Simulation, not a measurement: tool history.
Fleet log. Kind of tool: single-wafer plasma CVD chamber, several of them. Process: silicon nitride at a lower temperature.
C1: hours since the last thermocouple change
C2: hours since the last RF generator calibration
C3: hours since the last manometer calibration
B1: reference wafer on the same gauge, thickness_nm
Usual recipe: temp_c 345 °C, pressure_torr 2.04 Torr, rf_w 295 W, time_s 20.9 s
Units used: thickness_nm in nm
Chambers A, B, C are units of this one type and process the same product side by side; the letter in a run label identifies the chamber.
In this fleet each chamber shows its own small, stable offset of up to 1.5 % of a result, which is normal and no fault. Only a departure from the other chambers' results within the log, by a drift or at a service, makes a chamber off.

{"run": "1B", "hour": 6.3, "temp_c": 345, "pressure_torr": 2.04, "rf_w": 295, "time_s": 20.9, "C1": 776.9, "C2": 1087.4, "C3": 349.9, "B1": 22.093, "thickness_nm": 26.185}
{"run": "2A", "hour": 10.3, "temp_c": 345, "pressure_torr": 2.04, "rf_w": 295, "time_s": 20.9, "C1": 417.7, "C2": 445.1, "C3": 1872.9, "B1": 22.103, "thickness_nm": 25.954}
{"run": "3C", "hour": 16.4, "temp_c": 345, "pressure_torr": 2.04, "rf_w": 295, "time_s": 20.9, "C1": 114.1, "C2": 352.7, "C3": 906.2, "B1": 22.093, "thickness_nm": 25.936}
{"run": "4C", "hour": 22.4, "temp_c": 345, "pressure_torr": 2.04, "rf_w": 295, "time_s": 20.9, "C1": 120.1, "C2": 358.7, "C3": 912.2, "B1": 22.093, "thickness_nm": 25.917}
{"run": "5B", "hour": 28.5, "temp_c": 345, "pressure_torr": 2.04, "rf_w": 295, "time_s": 20.9, "C1": 799.1, "C2": 1109.6, "C3": 372.1, "B1": 22.094, "thickness_nm": 26.163}
{"run": "6A", "hour": 36.2, "temp_c": 345, "pressure_torr": 2.04, "rf_w": 295, "time_s": 20.9, "C1": 443.6, "C2": 471, "C3": 1898.8, "B1": 22.112, "thickness_nm": 25.872}
{"run": "7B", "hour": 44.1, "temp_c": 345, "pressure_torr": 2.04, "rf_w": 295, "time_s": 20.9, "C1": 814.7, "C2": 1125.2, "C3": 387.7, "B1": 22.105, "thickness_nm": 26.353}
{"run": "8C", "hour": 50.5, "temp_c": 345, "pressure_torr": 2.04, "rf_w": 295, "time_s": 20.9, "C1": 148.2, "C2": 386.8, "C3": 940.3, "B1": 22.108, "thickness_nm": 25.97}
{"run": "9A", "hour": 56.5, "temp_c": 345, "pressure_torr": 2.04, "rf_w": 295, "time_s": 20.9, "C1": 463.9, "C2": 491.3, "C3": 1919.1, "B1": 22.101, "thickness_nm": 25.944}
{"run": "10A", "hour": 65.3, "temp_c": 345, "pressure_torr": 2.04, "rf_w": 295, "time_s": 20.9, "C1": 472.7, "C2": 500.1, "C3": 1927.9, "B1": 22.105, "thickness_nm": 25.973}
{"run": "11C", "hour": 73.3, "temp_c": 345, "pressure_torr": 2.04, "rf_w": 295, "time_s": 20.9, "C1": 171, "C2": 409.6, "C3": 963.1, "B1": 22.101, "thickness_nm": 25.7}
{"run": "12B", "hour": 79.2, "temp_c": 345, "pressure_torr": 2.04, "rf_w": 295, "time_s": 20.9, "C1": 849.8, "C2": 1160.3, "C3": 422.8, "B1": 22.097, "thickness_nm": 26.313}
{"run": "13A", "hour": 84.6, "temp_c": 345, "pressure_torr": 2.04, "rf_w": 295, "time_s": 20.9, "C1": 492, "C2": 519.4, "C3": 1947.2, "B1": 22.093, "thickness_nm": 25.976}
{"run": "14C", "hour": 90.3, "temp_c": 345, "pressure_torr": 2.04, "rf_w": 295, "time_s": 20.9, "C1": 188, "C2": 426.6, "C3": 980.1, "B1": 22.105, "thickness_nm": 25.636}
{"run": "15B", "hour": 95.5, "temp_c": 345, "pressure_torr": 2.04, "rf_w": 295, "time_s": 19.2, "C1": 866.1, "C2": 1176.6, "C3": 439.1, "B1": 22.099, "thickness_nm": 24.124}
{"run": "16A", "hour": 101.4, "temp_c": 345, "pressure_torr": 2.04, "rf_w": 295, "time_s": 19.2, "C1": 508.8, "C2": 536.2, "C3": 1964, "B1": 22.109, "thickness_nm": 23.797}
{"run": "17C", "hour": 106.9, "temp_c": 345, "pressure_torr": 2.04, "rf_w": 295, "time_s": 19.2, "C1": 204.6, "C2": 443.2, "C3": 996.7, "B1": 22.103, "thickness_nm": 23.439}
{"run": "18B", "hour": 114.3, "temp_c": 345, "pressure_torr": 2.04, "rf_w": 295, "time_s": 20.9, "C1": 884.9, "C2": 1195.4, "C3": 457.9, "B1": 22.112, "thickness_nm": 26.191}
{"run": "19B", "hour": 118.6, "temp_c": 345, "pressure_torr": 2.04, "rf_w": 295, "time_s": 20.9, "C1": 889.2, "C2": 1199.7, "C3": 462.2, "B1": 22.099, "thickness_nm": 26.216}
{"run": "20C", "hour": 126.2, "temp_c": 345, "pressure_torr": 2.04, "rf_w": 295, "time_s": 20.9, "C1": 223.9, "C2": 462.5, "C3": 1016, "B1": 22.1, "thickness_nm": 25.398}

Does one chamber stand apart from the rest, does the shared gauge drift, or is all well apart from small per-chamber offsets? Give the chamber and the most likely cause, where there is one.

It is chamber C that slowly wanders off from its peers.
Most likely cause: delivered RF power below the setpoint (%) = 3.32.
It could be hard to tell apart here from: true pressure below the setpoint (%).

Here are 4 candidates for chamber C's next run, each the usual settings with a change, their results left as question marks. Which one brings its results back in line with what the others give on the usual settings?
To be in line, a result may differ from the other chambers' mean on the usual settings by at most: thickness_nm 0.24 nm
{"run": "21C-1", "hour": 132.6, "temp_c": 345, "pressure_torr": 2.05, "rf_w": 295, "time_s": 21.1, "thickness_nm": "?"}
{"run": "21C-2", "hour": 132.6, "temp_c": 345, "pressure_torr": 2.06, "rf_w": 295, "time_s": 21.4, "thickness_nm": "?"}
{"run": "21C-3", "hour": 132.6, "temp_c": 345, "pressure_torr": 2.04, "rf_w": 295, "time_s": 20.7, "thickness_nm": "?"}
{"run": "21C-4", "hour": 132.6, "temp_c": 345, "pressure_torr": 2.03, "rf_w": 290, "time_s": 20.6, "thickness_nm": "?"}

Other chambers, usual settings, mean: thickness_nm 26.087 nm
run=21C-1 thickness_nm=25.617
run=21C-2 thickness_nm=26.012
run=21C-3 thickness_nm=25.101
run=21C-4 thickness_nm=24.659
The answer is 21C-2, which returns the chamber to within the allowed miss of the others.
